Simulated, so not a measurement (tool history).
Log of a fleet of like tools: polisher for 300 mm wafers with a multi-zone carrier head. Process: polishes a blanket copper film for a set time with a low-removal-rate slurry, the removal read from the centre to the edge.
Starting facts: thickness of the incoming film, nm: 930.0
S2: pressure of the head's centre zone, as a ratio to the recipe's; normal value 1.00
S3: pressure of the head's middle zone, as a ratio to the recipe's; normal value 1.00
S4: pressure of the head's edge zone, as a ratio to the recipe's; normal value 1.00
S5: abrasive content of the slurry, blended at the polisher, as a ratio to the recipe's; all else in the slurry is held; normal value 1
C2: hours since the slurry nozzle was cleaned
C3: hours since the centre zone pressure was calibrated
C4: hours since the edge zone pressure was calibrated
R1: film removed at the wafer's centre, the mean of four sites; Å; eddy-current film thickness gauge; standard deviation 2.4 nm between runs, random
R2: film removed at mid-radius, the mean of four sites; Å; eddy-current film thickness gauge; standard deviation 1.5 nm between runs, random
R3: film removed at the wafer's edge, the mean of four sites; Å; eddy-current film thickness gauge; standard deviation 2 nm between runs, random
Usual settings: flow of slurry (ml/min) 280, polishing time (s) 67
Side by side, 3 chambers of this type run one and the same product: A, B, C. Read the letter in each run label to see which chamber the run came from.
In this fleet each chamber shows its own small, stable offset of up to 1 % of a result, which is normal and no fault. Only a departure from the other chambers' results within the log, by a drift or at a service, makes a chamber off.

Run 1B, day 0.288: usual settings; wafers polished on this pad 1494; C2 341.6; C3 288.7; C4 333.3. Result: R1 1739.9 Å, R2 1750.1 Å, R3 1789.3 Å.
Run 2C, day 0.488: usual settings; wafers polished on this pad 764; C2 81.3; C3 1106.5; C4 800.2. Result: R1 1741.5 Å, R2 1739.8 Å, R3 1733.1 Å.
At day 0.625: chamber B: worn pad replaced by a new one.
Run 3A, day 0.800: usual settings; wafers polished on this pad 746; C2 532.6; C3 1578.1; C4 621.3. Result: R1 1762.1 Å, R2 1758.8 Å, R3 1731.8 Å.
At day 0.892: chamber A: worn pad replaced by a new one.
Run 4C, day 1.092: usual settings; wafers polished on this pad 943; C2 95.8; C3 1121.0; C4 814.7. Result: R1 1769.0 Å, R2 1711.3 Å, R3 1753.8 Å.
Run 5A, day 1.325: usual settings but S3 1.04, S4 0.89; wafers polished on this pad 129; C2 545.2; C3 1590.7; C4 633.9. Result: R1 1705.7 Å, R2 1788.0 Å, R3 1600.7 Å.
At day 1.733: chamber A: centre zone pressure recalibrated.
Run 6B, day 1.746: usual settings but S3 1.04, S4 0.89; wafers polished on this pad 331; C2 376.6; C3 323.7; C4 368.3. Result: R1 1769.7 Å, R2 1795.1 Å, R3 1618.2 Å.
At day 1.821: chamber C: worn pad replaced by a new one.
Run 7C, day 2.100: usual settings but S3 1.04, S4 0.89; wafers polished on this pad 82; C2 120.0; C3 1145.2; C4 838.9. Result: R1 1740.8 Å, R2 1791.0 Å, R3 1615.9 Å.
Run 8A, day 2.504: usual settings; wafers polished on this pad 477; C2 573.5; C3 18.6; C4 662.2. Result: R1 1713.0 Å, R2 1736.6 Å, R3 1713.2 Å.
Run 9B, day 2.854: usual settings but flow of slurry (ml/min) 210, S2 0.92; wafers polished on this pad 658; C2 403.2; C3 350.3; C4 394.9. Result: R1 1514.4 Å, R2 1666.0 Å, R3 1690.2 Å.
Run 10B, day 3.250: usual settings but flow of slurry (ml/min) 210, S2 0.92; wafers polished on this pad 775; C2 412.7; C3 359.8; C4 404.4. Result: R1 1513.6 Å, R2 1699.8 Å, R3 1713.2 Å.
At day 3.275: chamber A: worn pad replaced by a new one.
Run 11A, day 3.529: usual settings but flow of slurry (ml/min) 210, S2 0.92; wafers polished on this pad 75; C2 598.1; C3 43.2; C4 686.8. Result: R1 1511.8 Å, R2 1672.2 Å, R3 1722.2 Å.
Run 12C, day 3.721: usual settings but S3 0.93, polishing time (s) 48; wafers polished on this pad 561; C2 158.9; C3 1184.1; C4 877.8. Result: R1 1224.4 Å, R2 1159.4 Å, R3 1251.9 Å.
Run 13C, day 3.967: usual settings but S3 0.93, polishing time (s) 48; wafers polished on this pad 634; C2 164.8; C3 1190.0; C4 883.7. Result: R1 1269.4 Å, R2 1164.7 Å, R3 1216.8 Å.
Run 14A, day 4.362: usual settings but S3 0.93, polishing time (s) 48; wafers polished on this pad 321; C2 618.1; C3 63.2; C4 706.8. Result: R1 1216.6 Å, R2 1146.6 Å, R3 1243.0 Å.
Run 15B, day 4.775: usual settings; wafers polished on this pad 1226; C2 449.3; C3 396.4; C4 441.0. Result: R1 1766.6 Å, R2 1735.7 Å, R3 1714.2 Å.
At day 5.025: chamber C: worn pad replaced by a new one.
Run 16B, day 5.129: usual settings; wafers polished on this pad 1330; C2 457.8; C3 404.9; C4 449.5. Result: R1 1771.7 Å, R2 1731.3 Å, R3 1747.6 Å.
At day 5.325: chamber A: worn pad replaced by a new one.
Run 17A, day 5.362: usual settings; wafers polished on this pad 11; C2 642.1; C3 87.2; C4 730.8. Result: R1 1724.0 Å, R2 1694.1 Å, R3 1740.1 Å.
Run 18C, day 5.567: usual settings but polishing time (s) 89; wafers polished on this pad 160; C2 203.2; C3 1228.4; C4 922.1. Result: R1 2277.0 Å, R2 2294.0 Å, R3 2349.1 Å.
Run 19C, day 5.896: usual settings but polishing time (s) 89; wafers polished on this pad 257; C2 211.1; C3 1236.3; C4 930.0. Result: R1 2327.3 Å, R2 2301.2 Å, R3 2300.2 Å.
At day 5.958: chamber B: worn pad replaced by a new one.
Run 20A, day 6.175: usual settings but polishing time (s) 89; wafers polished on this pad 251; C2 661.6; C3 106.7; C4 750.3. Result: R1 2292.3 Å, R2 2296.0 Å, R3 2311.7 Å.
Run 21B, day 6.567: usual settings; wafers polished on this pad 180; C2 492.3; C3 439.4; C4 484.0. Result: R1 1724.9 Å, R2 1704.4 Å, R3 1712.5 Å.
Run 22A, day 6.796: usual settings but flow of slurry (ml/min) 340, S3 0.95; wafers polished on this pad 435; C2 676.5; C3 121.6; C4 765.2. Result: R1 1778.8 Å, R2 1696.5 Å, R3 1792.1 Å.
Run 23C, day 7.046: usual settings but flow of slurry (ml/min) 340, S3 0.95; wafers polished on this pad 597; C2 238.7; C3 1263.9; C4 957.6. Result: R1 1758.5 Å, R2 1664.6 Å, R3 1745.8 Å.
Run 24B, day 7.267: usual settings but flow of slurry (ml/min) 340, S3 0.95; wafers polished on this pad 387; C2 509.1; C3 456.2; C4 500.8. Result: R1 1761.8 Å, R2 1705.0 Å, R3 1792.1 Å.
At day 7.475: chamber A: worn pad replaced by a new one.
Run 25B, day 7.604: usual settings; wafers polished on this pad 487; C2 517.2; C3 464.3; C4 508.9. Result: R1 1763.2 Å, R2 1746.4 Å, R3 1745.1 Å.
Run 26C, day 7.888: usual settings; wafers polished on this pad 846; C2 258.9; C3 1284.1; C4 977.8. Result: R1 1694.8 Å, R2 1724.3 Å, R3 1747.7 Å.
Run 27A, day 8.154: usual settings; wafers polished on this pad 201; C2 709.1; C3 154.2; C4 797.8. Result: R1 1742.1 Å, R2 1737.4 Å, R3 1729.9 Å.
Run 28A, day 8.525: usual settings; wafers polished on this pad 311; C2 718.0; C3 163.1; C4 806.7. Result: R1 1750.5 Å, R2 1721.3 Å, R3 1762.3 Å.

The same settings go to every chamber for the next run, one line per chamber below. Forecast the results for each:
Run 29A, day 8.833: usual settings. Result: R1 ?, R2 ?, R3 ?.
Run 29B, day 8.833: usual settings. Result: R1 ?, R2 ?, R3 ?.
Run 29C, day 8.833: usual settings. Result: R1 ?, R2 ?, R3 ?.

run      R1      R2      R3
29A  1701.3  1721.8  1741.2
29B  1726.6  1765.8  1726.7
29C  1758.0  1709.0  1728.2
